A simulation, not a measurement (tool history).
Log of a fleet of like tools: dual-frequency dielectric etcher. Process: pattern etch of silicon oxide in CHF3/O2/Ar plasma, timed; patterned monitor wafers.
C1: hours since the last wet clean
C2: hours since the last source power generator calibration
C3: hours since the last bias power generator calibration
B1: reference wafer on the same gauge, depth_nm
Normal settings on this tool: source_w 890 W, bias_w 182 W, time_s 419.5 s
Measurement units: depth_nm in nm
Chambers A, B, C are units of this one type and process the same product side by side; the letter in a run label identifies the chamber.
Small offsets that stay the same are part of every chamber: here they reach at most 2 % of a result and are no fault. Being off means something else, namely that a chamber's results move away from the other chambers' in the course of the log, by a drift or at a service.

{"run": "1B", "hour": 3.5, "source_w": 890, "bias_w": 182, "time_s": 419.5, "C1": 163.6, "C2": 2377.9, "C3": 900.6, "B1": 1005.0, "depth_nm": 961.58}
{"run": "2C", "hour": 7.1, "source_w": 890, "bias_w": 182, "time_s": 419.5, "C1": 38.3, "C2": 1758.3, "C3": 955.5, "B1": 1005.2, "depth_nm": 943.96}
{"run": "3A", "hour": 11.6, "source_w": 890, "bias_w": 182, "time_s": 419.5, "C1": 247.1, "C2": 2639.6, "C3": 1998.6, "B1": 1004.4, "depth_nm": 980.25}
{"run": "4B", "hour": 16.0, "source_w": 890, "bias_w": 182, "time_s": 419.5, "C1": 176.1, "C2": 2390.4, "C3": 913.1, "B1": 1004.8, "depth_nm": 956.46}
{"run": "5A", "hour": 18.9, "source_w": 890, "bias_w": 182, "time_s": 419.5, "C1": 254.4, "C2": 2646.9, "C3": 2005.9, "B1": 1005.5, "depth_nm": 981.02}
{"run": "6C", "hour": 23.3, "source_w": 890, "bias_w": 182, "time_s": 419.5, "C1": 54.5, "C2": 1774.5, "C3": 971.7, "B1": 1005.5, "depth_nm": 950.19}
{"run": "7B", "hour": 25.5, "source_w": 890, "bias_w": 182, "time_s": 419.5, "C1": 185.6, "C2": 2399.9, "C3": 922.6, "B1": 1005.8, "depth_nm": 964.66}
{"run": "8A", "hour": 29.9, "source_w": 890, "bias_w": 182, "time_s": 419.5, "C1": 265.4, "C2": 2657.9, "C3": 2016.9, "B1": 1004.6, "depth_nm": 986.97}
{"run": "9C", "hour": 34.8, "source_w": 890, "bias_w": 182, "time_s": 419.5, "C1": 66.0, "C2": 1786.0, "C3": 983.2, "B1": 1004.8, "depth_nm": 950.37}
{"run": "10A", "hour": 37.5, "source_w": 890, "bias_w": 182, "time_s": 419.5, "C1": 273.0, "C2": 2665.5, "C3": 2024.5, "B1": 1004.2, "depth_nm": 979.69}
{"run": "11B", "hour": 41.6, "source_w": 890, "bias_w": 182, "time_s": 419.5, "C1": 201.7, "C2": 2416.0, "C3": 938.7, "B1": 1006.3, "depth_nm": 953.74}
{"run": "12C", "hour": 44.4, "source_w": 890, "bias_w": 182, "time_s": 419.5, "C1": 75.6, "C2": 1795.6, "C3": 992.8, "B1": 1005.0, "depth_nm": 953.08}
{"run": "13B", "hour": 47.8, "source_w": 890, "bias_w": 182, "time_s": 419.5, "C1": 207.9, "C2": 2422.2, "C3": 944.9, "B1": 1005.2, "depth_nm": 950.96}
{"run": "14A", "hour": 51.1, "source_w": 890, "bias_w": 182, "time_s": 419.5, "C1": 286.6, "C2": 2679.1, "C3": 2038.1, "B1": 1005.7, "depth_nm": 981.07}
{"run": "15C", "hour": 55.5, "source_w": 890, "bias_w": 182, "time_s": 419.5, "C1": 86.7, "C2": 1806.7, "C3": 1003.9, "B1": 1004.7, "depth_nm": 943.38}
{"run": "16C", "hour": 58.6, "source_w": 890, "bias_w": 182, "time_s": 419.5, "C1": 89.8, "C2": 1809.8, "C3": 1007.0, "B1": 1006.0, "depth_nm": 948.01}
{"run": "17B", "hour": 62.2, "source_w": 890, "bias_w": 182, "time_s": 419.5, "C1": 222.3, "C2": 2436.6, "C3": 959.3, "B1": 1004.9, "depth_nm": 958.22}
{"run": "18A", "hour": 64.7, "source_w": 890, "bias_w": 182, "time_s": 419.5, "C1": 300.2, "C2": 2692.7, "C3": 2051.7, "B1": 1004.8, "depth_nm": 982.34}
{"run": "19A", "hour": 68.7, "source_w": 890, "bias_w": 182, "time_s": 419.5, "C1": 304.2, "C2": 2696.7, "C3": 2055.7, "B1": 1005.5, "depth_nm": 979.25}
{"run": "20C", "hour": 73.5, "source_w": 890, "bias_w": 182, "time_s": 419.5, "C1": 104.7, "C2": 1824.7, "C3": 1021.9, "B1": 1006.3, "depth_nm": 948.93}
{"run": "21B", "hour": 76.0, "source_w": 890, "bias_w": 182, "time_s": 419.5, "C1": 236.1, "C2": 2450.4, "C3": 973.1, "B1": 1006.0, "depth_nm": 946.97}
{"run": "22C", "hour": 80.7, "source_w": 890, "bias_w": 165, "time_s": 419.5, "C1": 111.9, "C2": 1831.9, "C3": 1029.1, "B1": 1004.7, "depth_nm": 918.02}
{"run": "23B", "hour": 84.1, "source_w": 890, "bias_w": 165, "time_s": 419.5, "C1": 244.2, "C2": 2458.5, "C3": 981.2, "B1": 1004.2, "depth_nm": 926.25}
{"run": "24A", "hour": 89.1, "source_w": 890, "bias_w": 165, "time_s": 419.5, "C1": 324.6, "C2": 2717.1, "C3": 2076.1, "B1": 1005.7, "depth_nm": 949.96}
{"run": "25C", "hour": 92.1, "source_w": 890, "bias_w": 182, "time_s": 419.5, "C1": 123.3, "C2": 1843.3, "C3": 1040.5, "B1": 1004.1, "depth_nm": 956.76}
{"run": "26B", "hour": 96.0, "source_w": 890, "bias_w": 182, "time_s": 419.5, "C1": 256.1, "C2": 2470.4, "C3": 993.1, "B1": 1004.9, "depth_nm": 940.7}
{"run": "27A", "hour": 100.3, "source_w": 890, "bias_w": 182, "time_s": 419.5, "C1": 335.8, "C2": 2728.3, "C3": 2087.3, "B1": 1005.2, "depth_nm": 982.72}
{"run": "28C", "hour": 104.8, "source_w": 890, "bias_w": 182, "time_s": 419.5, "C1": 136.0, "C2": 1856.0, "C3": 1053.2, "B1": 1004.7, "depth_nm": 949.69}
{"run": "29B", "hour": 109.9, "source_w": 890, "bias_w": 182, "time_s": 419.5, "C1": 270.0, "C2": 2484.3, "C3": 1007.0, "B1": 1004.5, "depth_nm": 935.4}
{"run": "30A", "hour": 113.7, "source_w": 890, "bias_w": 182, "time_s": 419.5, "C1": 349.2, "C2": 2741.7, "C3": 2100.7, "B1": 1004.5, "depth_nm": 979.67}
{"run": "31C", "hour": 116.6, "source_w": 890, "bias_w": 182, "time_s": 419.5, "C1": 147.8, "C2": 1867.8, "C3": 1065.0, "B1": 1004.6, "depth_nm": 957.2}

The same settings go to every chamber for the next run, one line per chamber below. Forecast the results for each:
{"run": "32A", "hour": 120.3, "source_w": 890, "bias_w": 224, "time_s": 419.5, "depth_nm": "?"}
{"run": "32B", "hour": 120.3, "source_w": 890, "bias_w": 224, "time_s": 419.5, "depth_nm": "?"}
{"run": "32C", "hour": 120.3, "source_w": 890, "bias_w": 224, "time_s": 419.5, "depth_nm": "?"}

run=32A depth_nm=1047.20
run=32B depth_nm=999.14
run=32C depth_nm=1023.90
